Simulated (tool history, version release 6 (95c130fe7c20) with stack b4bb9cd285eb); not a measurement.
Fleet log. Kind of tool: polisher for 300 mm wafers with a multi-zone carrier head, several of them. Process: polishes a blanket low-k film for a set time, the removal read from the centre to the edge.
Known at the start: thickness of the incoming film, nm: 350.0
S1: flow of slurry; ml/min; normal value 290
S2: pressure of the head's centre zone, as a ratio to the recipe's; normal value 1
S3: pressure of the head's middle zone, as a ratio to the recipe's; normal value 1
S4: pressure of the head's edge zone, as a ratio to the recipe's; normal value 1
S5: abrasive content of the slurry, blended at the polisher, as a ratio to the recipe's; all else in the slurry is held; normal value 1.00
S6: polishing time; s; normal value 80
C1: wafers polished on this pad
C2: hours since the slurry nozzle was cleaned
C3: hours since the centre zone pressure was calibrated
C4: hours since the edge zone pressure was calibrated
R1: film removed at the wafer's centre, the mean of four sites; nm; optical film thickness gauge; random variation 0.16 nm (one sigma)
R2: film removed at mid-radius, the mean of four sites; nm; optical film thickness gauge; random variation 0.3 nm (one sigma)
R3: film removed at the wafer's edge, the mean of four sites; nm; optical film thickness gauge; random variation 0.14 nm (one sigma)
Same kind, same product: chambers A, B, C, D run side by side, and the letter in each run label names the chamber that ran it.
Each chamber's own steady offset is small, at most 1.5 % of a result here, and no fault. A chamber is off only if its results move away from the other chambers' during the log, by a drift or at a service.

run,day,S1,S2,S3,S4,S5,S6,C1,C2,C3,C4,R1,R2,R3
# day 0.221: chamber C: centre zone pressure recalibrated
1B,0.267,290,1,1,1,1.00,80,332,216.6,222.9,276.2,22.640,22.946,22.642
# day 0.471: chamber A: worn pad replaced by a new one
2A,0.517,290,1,1,1,1.00,80,10,205.1,280.4,311.8,22.950,23.481,23.129
3C,0.758,290,1,1,1,1.00,80,566,293.2,13.0,691.0,23.258,22.660,22.839
4D,0.954,290,1,1,1,1.00,80,468,756.9,507.7,66.3,23.017,22.914,22.835
5A,1.112,290,1,1,1,1.00,80,142,219.4,294.7,326.1,22.727,23.481,23.087
# day 1.288: chamber B: worn pad replaced by a new one
6C,1.317,290,1,1,1,1.00,90,689,306.6,26.4,704.4,25.748,26.625,25.806
7B,1.488,290,1,1,1,1.00,90,44,245.9,252.2,305.5,25.789,25.794,25.808
8D,1.667,290,1,1,1,1.00,90,625,774.0,524.8,83.4,26.067,25.609,25.488
9B,1.858,290,1,1,1,1.00,90,126,254.8,261.1,314.4,25.829,26.285,25.694
# day 2.046: chamber C: worn pad replaced by a new one
10A,2.138,290,1,1,1,1.00,80,368,244.0,319.3,350.7,22.702,22.974,23.131
# day 2.150: chamber C: slurry nozzle cleaned
# day 2.350: chamber D: worn pad replaced by a new one
11D,2.408,290,1,1,1,1.00,80,13,791.8,542.6,101.2,23.070,22.655,22.945
12C,2.638,290,1,1,1,1.00,80,131,11.8,58.1,736.1,22.980,23.309,22.978
13A,2.883,290,1,1,1,1.00,80,532,261.9,337.2,368.6,22.721,22.394,23.185
14B,3.096,290,1,1,1,1.00,80,399,284.5,290.8,344.1,22.712,23.034,22.735
15C,3.400,290,1,1,1,1.00,80,299,30.1,76.4,754.4,23.203,23.303,23.165
16D,3.692,290,1,1,1,1.15,80,296,822.6,573.4,132.0,24.425,23.768,24.380
# day 3.825: chamber B: worn pad replaced by a new one
# day 3.871: chamber A: edge zone pressure recalibrated
17A,3.892,290,1,1,1,1.15,80,754,286.1,361.4,0.6,24.211,24.638,24.459
# day 3.929: chamber A: centre zone pressure recalibrated
18D,4.158,290,1,1,1,1.15,80,399,833.8,584.6,143.2,24.569,24.361,24.412
19C,4.354,290,1,1,1,1.15,80,509,53.0,99.3,777.3,24.324,24.654,24.566
20B,4.671,290,1,1,1,1.00,80,186,322.3,328.6,381.9,22.875,22.411,23.223
21C,4.912,290,1,1,1,1.00,80,632,66.4,112.7,790.7,23.265,22.870,23.081
22B,5.158,290,1,1,1,1.00,80,293,334.0,340.3,393.6,22.762,23.567,22.842
23D,5.446,290,1,1,1,1.00,80,683,864.7,615.5,174.1,23.365,22.918,22.762
# day 5.604: chamber D: slurry nozzle cleaned
24A,5.675,290,1,1,1,1.00,80,1148,328.9,42.0,43.4,23.113,23.245,23.263
25D,5.825,290,1,1,1,1.00,80,766,5.4,624.6,183.2,23.391,22.431,23.011
# day 5.900: chamber A: worn pad replaced by a new one
26A,5.983,290,1,1,1,1.00,80,18,336.3,49.4,50.8,23.225,23.417,23.277
# day 6.067: chamber D: worn pad replaced by a new one
27C,6.146,290,1,1,1,1.00,80,904,96.0,142.3,820.3,23.261,23.296,23.163
28B,6.300,290,1,1,1,1.00,80,545,361.4,367.7,421.0,22.761,22.644,23.044
# day 6.412: chamber B: worn pad replaced by a new one
# day 6.529: chamber C: worn pad replaced by a new one
29C,6.550,290,1,1,1,1.00,80,5,105.7,152.0,830.0,23.059,23.209,23.057
30D,6.733,290,1,1,1,1.00,80,147,27.2,646.4,205.0,23.319,22.948,23.077
31B,6.942,290,1,1,1,1.00,80,117,376.8,383.1,436.4,22.823,22.727,22.881
32A,7.154,290,1,1,1,1.00,80,277,364.4,77.5,78.9,22.831,23.387,23.323
33C,7.354,290,1,1,1,1.00,80,182,125.0,171.3,849.3,23.330,23.601,23.070
34D,7.642,290,1,1,1,1.00,80,347,49.0,668.2,226.8,23.321,23.062,22.658
35B,7.954,290,1,1,1,1.00,80,340,401.1,407.4,460.7,22.902,23.421,22.894
36A,8.146,290,1,1,1,1.00,80,495,388.2,101.3,102.7,23.064,23.471,23.378
37B,8.288,290,1,1,1,1.00,80,413,409.1,415.4,468.7,23.006,23.106,22.745
# day 8.446: chamber B: worn pad replaced by a new one
38A,8.471,290,1,1,1,1.00,80,567,396.0,109.1,110.5,22.738,23.201,22.988
39C,8.729,290,1,1,1,1.00,80,485,158.0,204.3,882.3,22.962,23.196,22.909
40D,8.962,290,1,1,1,1.00,80,639,80.7,699.9,258.5,23.938,23.157,23.092
# day 9.012: chamber A: slurry nozzle cleaned
41D,9.229,290,1,1,1,1.00,80,697,87.1,706.3,264.9,23.800,23.123,22.804
42A,9.433,290,1,1,1,1.00,80,779,10.2,132.2,133.6,22.840,23.398,22.881
43B,9.617,290,1,1,1,1.00,80,258,441.0,447.3,500.6,22.981,22.844,22.987

What goes on in this fleet: one chamber off, a drifting gauge, or nothing beyond the chambers' own small offsets? Name the chamber and the cause, if any.

It is chamber D that slowly wanders off from its peers.
What lies behind it: centre zone's pressure above its setpoint, % = 3.48.

Here are 4 candidates for chamber D's next run, each the usual settings with a change, their results left as question marks. Which one brings its results back in line with what the others give on the usual settings?
Maximum distance from the other chambers' mean on the usual settings for a result to count as in line: R1 0.550 nm; R2 1.000 nm; R3 0.490 nm
44D-1,9.846,290,0.96,1.01,1.01,1.00,80,,,,,?,?,?
44D-2,9.846,285,0.92,1.03,1.02,1.00,80,,,,,?,?,?
44D-3,9.846,290,1.04,0.99,0.99,1.00,80,,,,,?,?,?
44D-4,9.846,295,1.08,0.97,0.98,1.00,80,,,,,?,?,?

Average result of the remaining chambers running the usual settings: R1 22.915 nm; R2 23.144 nm; R3 23.026 nm
run,R1,R2,R3
44D-1,22.911,23.146,23.061
44D-2,21.810,23.529,23.145
44D-3,25.033,22.717,22.825
44D-4,26.140,22.331,22.739
44D-1 brings the chamber back in line.
